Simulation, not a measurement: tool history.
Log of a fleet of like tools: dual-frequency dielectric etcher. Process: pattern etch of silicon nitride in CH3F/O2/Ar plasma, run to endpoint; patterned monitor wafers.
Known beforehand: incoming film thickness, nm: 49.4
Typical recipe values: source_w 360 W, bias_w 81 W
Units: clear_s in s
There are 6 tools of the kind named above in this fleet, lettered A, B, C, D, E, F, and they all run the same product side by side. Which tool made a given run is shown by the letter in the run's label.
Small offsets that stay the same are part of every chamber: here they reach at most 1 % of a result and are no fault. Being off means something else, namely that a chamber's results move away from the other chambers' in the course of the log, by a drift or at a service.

Run 1D, hour 3.8: usual settings. Result: clear_s 72.486 s.
Run 2B, hour 6.8: usual settings. Result: clear_s 71.055 s.
Run 3C, hour 11.3: usual settings. Result: clear_s 71.623 s.
Run 4F, hour 15.7: usual settings. Result: clear_s 72.166 s.
Run 5E, hour 18.6: usual settings but source_w 390 W, bias_w 90 W. Result: clear_s 67.271 s.
Run 6A, hour 21.8: usual settings but source_w 390 W, bias_w 90 W. Result: clear_s 66.668 s.
Run 7A, hour 25.8: usual settings but source_w 390 W, bias_w 90 W. Result: clear_s 66.106 s.
At hour 27.1: chamber F: wet clean of the chamber.
Run 8B, hour 28: usual settings but source_w 390 W, bias_w 90 W. Result: clear_s 66.97 s.
Run 9D, hour 31.3: usual settings but source_w 390 W, bias_w 90 W. Result: clear_s 67.593 s.
Run 10E, hour 35.7: usual settings but source_w 390 W, bias_w 90 W. Result: clear_s 67.033 s.
Run 11C, hour 38.9: usual settings. Result: clear_s 72.077 s.
Run 12F, hour 43.3: usual settings but bias_w 95 W. Result: clear_s 66.907 s.
Run 13E, hour 47.3: usual settings but bias_w 95 W. Result: clear_s 67.939 s.
Run 14C, hour 50.8: usual settings but bias_w 95 W. Result: clear_s 66.745 s.
At hour 52.2: chamber D: bias power generator calibrated.
Run 15D, hour 54.2: usual settings but bias_w 95 W. Result: clear_s 66.898 s.
Run 16A, hour 57.5: usual settings but bias_w 95 W. Result: clear_s 66.887 s.
Run 17B, hour 59.7: usual settings but bias_w 95 W. Result: clear_s 67.44 s.
Run 18F, hour 62.5: usual settings. Result: clear_s 70.814 s.
Run 19B, hour 66.8: usual settings. Result: clear_s 71.008 s.
Run 20F, hour 69.3: usual settings. Result: clear_s 71.182 s.
At hour 71.5: chamber B: wet clean of the chamber.
Run 21E, hour 72.9: usual settings but bias_w 94 W. Result: clear_s 66.942 s.
Run 22D, hour 77.3: usual settings but bias_w 94 W. Result: clear_s 68.332 s.
Run 23A, hour 81.2: usual settings but bias_w 94 W. Result: clear_s 67.959 s.
Run 24C, hour 84: usual settings but bias_w 94 W. Result: clear_s 67.756 s.
Run 25E, hour 88.1: usual settings but bias_w 94 W. Result: clear_s 68.774 s.
Run 26A, hour 91.4: usual settings but bias_w 94 W. Result: clear_s 66.741 s.
Run 27D, hour 95.4: usual settings. Result: clear_s 72.068 s.
Run 28B, hour 99.6: usual settings. Result: clear_s 71.083 s.
At hour 100: chamber E: wet clean of the chamber.
Run 29F, hour 101.8: usual settings. Result: clear_s 71.614 s.
Run 30C, hour 105.4: usual settings. Result: clear_s 72.097 s.
Run 31E, hour 109.4: usual settings. Result: clear_s 71.509 s.
Run 32D, hour 111.5: usual settings. Result: clear_s 72.017 s.
Run 33A, hour 114.2: usual settings. Result: clear_s 71.552 s.
Run 34F, hour 117.1: usual settings but source_w 420 W. Result: clear_s 67.041 s.
Run 35B, hour 121.2: usual settings but source_w 420 W. Result: clear_s 67.545 s.
Run 36C, hour 125.7: usual settings but source_w 420 W. Result: clear_s 67.108 s.
Run 37C, hour 128.5: usual settings but source_w 420 W. Result: clear_s 66.887 s.
Run 38A, hour 132.6: usual settings but source_w 420 W. Result: clear_s 67.591 s.
Run 39D, hour 135: usual settings but source_w 420 W. Result: clear_s 68.005 s.
Run 40E, hour 137.8: usual settings. Result: clear_s 71.833 s.
Run 41F, hour 141.8: usual settings. Result: clear_s 71.48 s.

Read the log: is a single chamber off, either drifting away or since a service, is the gauge that measures every chamber drifting, or is nothing wrong beyond small per-chamber offsets? Name any odd chamber and what most likely caused it.

Beyond each chamber's small constant offset nothing stands out, and the gauge stays steady.

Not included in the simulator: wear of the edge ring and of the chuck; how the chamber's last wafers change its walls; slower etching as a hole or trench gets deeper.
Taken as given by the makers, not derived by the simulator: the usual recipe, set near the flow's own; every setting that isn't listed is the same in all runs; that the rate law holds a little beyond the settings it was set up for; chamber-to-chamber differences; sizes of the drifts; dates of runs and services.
